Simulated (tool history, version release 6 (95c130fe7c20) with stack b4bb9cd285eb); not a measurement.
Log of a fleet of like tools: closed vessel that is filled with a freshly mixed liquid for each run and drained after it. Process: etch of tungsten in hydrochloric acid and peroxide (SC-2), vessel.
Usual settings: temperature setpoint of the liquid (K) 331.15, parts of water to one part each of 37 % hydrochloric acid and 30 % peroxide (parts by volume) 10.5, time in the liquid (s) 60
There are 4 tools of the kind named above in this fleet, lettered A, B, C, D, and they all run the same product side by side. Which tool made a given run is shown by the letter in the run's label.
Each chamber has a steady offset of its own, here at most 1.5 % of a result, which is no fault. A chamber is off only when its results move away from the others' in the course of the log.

run   hour  temperature setpoint of the liquid (K)  parts of water to one part each of 37 % hydrochloric acid and 30 % peroxide (parts by volume)  time in the liquid (s)  hours since the thermometer was replaced  hours since the chemicals flow meter was replaced  hours since the drum of peroxide was connected  read-back film thickness of the tungsten reference wafer, read on the same gauge (nm)  thickness taken off the tungsten on a monitor wafer (nm)
 1D    3.5                                  331.15                                                                                           10.5                      60                                     526.1                                              410.3                                           742.6                                                                                 70.036                                                    16.705
 2B    9.1                                  331.15                                                                                           10.5                      60                                    2019.5                                                151                                            61.1                                                                                  69.99                                                    16.719
 3A   13.9                                  331.15                                                                                           10.5                      60                                    1840.5                                               89.8                                           443.8                                                                                 69.999                                                    16.588
 4C   18.3                                  331.15                                                                                           10.5                      60                                    1388.7                                              406.3                                           671.3                                                                                 70.007                                                    16.818
 5C   23.9                                  331.15                                                                                           10.5                      60                                    1394.3                                              411.9                                           676.9                                                                                 69.984                                                    16.734
 6D   29.8                                  331.15                                                                                           10.5                      60                                     552.4                                              436.6                                           768.9                                                                                 70.034                                                    16.519
 7A   35.5                                  331.15                                                                                           10.5                      60                                    1862.1                                              111.4                                           465.4                                                                                 69.995                                                     16.58
 8B   41.3                                  331.15                                                                                           10.5                      60                                    2051.7                                              183.2                                            93.3                                                                                 70.016                                                    16.792
 9D   45.6                                  331.15                                                                                           10.5                      60                                     568.2                                              452.4                                           784.7                                                                                 70.004                                                     16.64
10B   51.2                                  331.15                                                                                           10.5                      60                                    2061.6                                              193.1                                           103.2                                                                                 70.008                                                    16.779
11A   56.6                                  331.15                                                                                           10.5                      60                                    1883.2                                              132.5                                           486.5                                                                                 69.981                                                    16.508
12C   61.7                                  331.15                                                                                           10.5                      60                                    1432.1                                              449.7                                           714.7                                                                                 69.971                                                    16.876
13A   64.8                                  331.15                                                                                             12                      85                                    1891.4                                              140.7                                           494.7                                                                                 69.994                                                    20.832
14D   70.1                                  331.15                                                                                             12                      85                                     592.7                                              476.9                                           809.2                                                                                 70.021                                                    21.225
15C   72.9                                  331.15                                                                                             12                      85                                    1443.3                                              460.9                                           725.9                                                                                 69.973                                                    21.239
16B   76.3                                  331.15                                                                                             12                      85                                    2086.7                                              218.2                                           128.3                                                                                 70.037                                                    21.118
17D     80                                  328.15                                                                                           10.5                      30                                     602.6                                              486.8                                           819.1                                                                                 70.013                                                    6.9396
18C   84.8                                  328.15                                                                                           10.5                      30                                    1455.2                                              472.8                                           737.8                                                                                 70.043                                                      6.91
19A   88.4                                  328.15                                                                                           10.5                      30                                      1915                                              164.3                                           518.3                                                                                 70.055                                                    6.8071
20B   91.7                                  328.15                                                                                           10.5                      30                                    2102.1                                              233.6                                           143.7                                                                                 69.957                                                    6.9707
21C     95                                  331.15                                                                                           10.5                      60                                    1465.4                                                483                                             748                                                                                 70.039                                                    16.729
22A  100.8                                  331.15                                                                                           10.5                      60                                    1927.4                                              176.7                                           530.7                                                                                 70.002                                                    16.225
23D  104.3                                  331.15                                                                                           10.5                      60                                     626.9                                              511.1                                           843.4                                                                                 69.995                                                    16.542
24B  107.8                                  331.15                                                                                           10.5                      60                                    2118.2                                              249.7                                           159.8                                                                                  69.98                                                    16.979
25D    112                                  331.15                                                                                           10.5                      60                                     634.6                                              518.8                                           851.1                                                                                 70.041                                                     16.63
26A  116.8                                  331.15                                                                                            7.5                      30                                    1943.4                                              192.7                                           546.7                                                                                 70.046                                                    10.662
27B  121.6                                  331.15                                                                                            7.5                      30                                      2132                                              263.5                                           173.6                                                                                 69.978                                                    11.022
28C  124.5                                  331.15                                                                                            7.5                      30                                    1494.9                                              512.5                                           777.5                                                                                 69.984                                                    11.032
29C  127.4                                  331.15                                                                                            7.5                      30                                    1497.8                                              515.4                                           780.4                                                                                 69.994                                                    11.251
30B  131.5                                  331.15                                                                                           10.5                      60                                    2141.9                                              273.4                                           183.5                                                                                 70.009                                                    16.762
31A  135.3                                  331.15                                                                                           10.5                      60                                    1961.9                                              211.2                                           565.2                                                                                 70.055                                                    16.033
32D  140.1                                  331.15                                                                                           10.5                      60                                     662.7                                              546.9                                           879.2                                                                                 69.973                                                    16.822
33D  143.7                                  331.15                                                                                           10.5                      60                                     666.3                                              550.5                                           882.8                                                                                 69.995                                                    16.639
34A  147.4                                  331.15                                                                                           10.5                      60                                      1974                                              223.3                                           577.3                                                                                 69.985                                                    15.619
35C  152.5                                  331.15                                                                                           10.5                      60                                    1522.9                                              540.5                                           805.5                                                                                 69.998                                                    16.799
36B  157.9                                  331.15                                                                                           10.5                      60                                    2168.3                                              299.8                                           209.9                                                                                 69.998                                                    16.689
37D  160.7                                  331.15                                                                                           10.5                      60                                     683.3                                              567.5                                           899.8                                                                                 69.996                                                    16.724
38B    166                                  331.15                                                                                           10.5                      60                                    2176.4                                              307.9                                             218                                                                                 70.046                                                    16.753

Is one chamber off against the others, does the gauge drift, or is nothing wrong? If a chamber is off, say which, and what the likeliest cause is.

It is chamber A that slowly wanders off from its peers.
What lies behind it: peroxide weaker than its label (%) = 7.34.
With only this log, it may be confused with: liquid colder than its thermometer reads (K); chemicals flow below the setpoint (%).

Chamber A could run next with any of the 4 candidate recipes listed below; each alters the usual settings, and their results appear as question marks. Which one brings its results back in line with what the other chambers deliver on the usual settings?
In-line tolerance around the mean of the other chambers on the usual settings: thickness taken off the tungsten on a monitor wafer (nm) 0.47
39A-1  170.3                                  328.65                                                                                           10.5                      60                                                                                                                                                                                                                                                                                             ?
39A-2  170.3                                  331.15                                                                                            9.5                      60                                                                                                                                                                                                                                                                                             ?
39A-3  170.3                                  332.15                                                                                           10.5                      65                                                                                                                                                                                                                                                                                             ?
39A-4  170.3                                  331.15                                                                                           10.5                      55                                                                                                                                                                                                                                                                                             ?

The other chambers' mean on the usual settings: thickness taken off the tungsten on a monitor wafer (nm) 16.729
  run  thickness taken off the tungsten on a monitor wafer (nm)
39A-1                                                    13.139
39A-2                                                    16.799
39A-3                                                    17.806
39A-4                                                    14.142
39A-2 is the one that brings the chamber's results back in line with the other chambers.
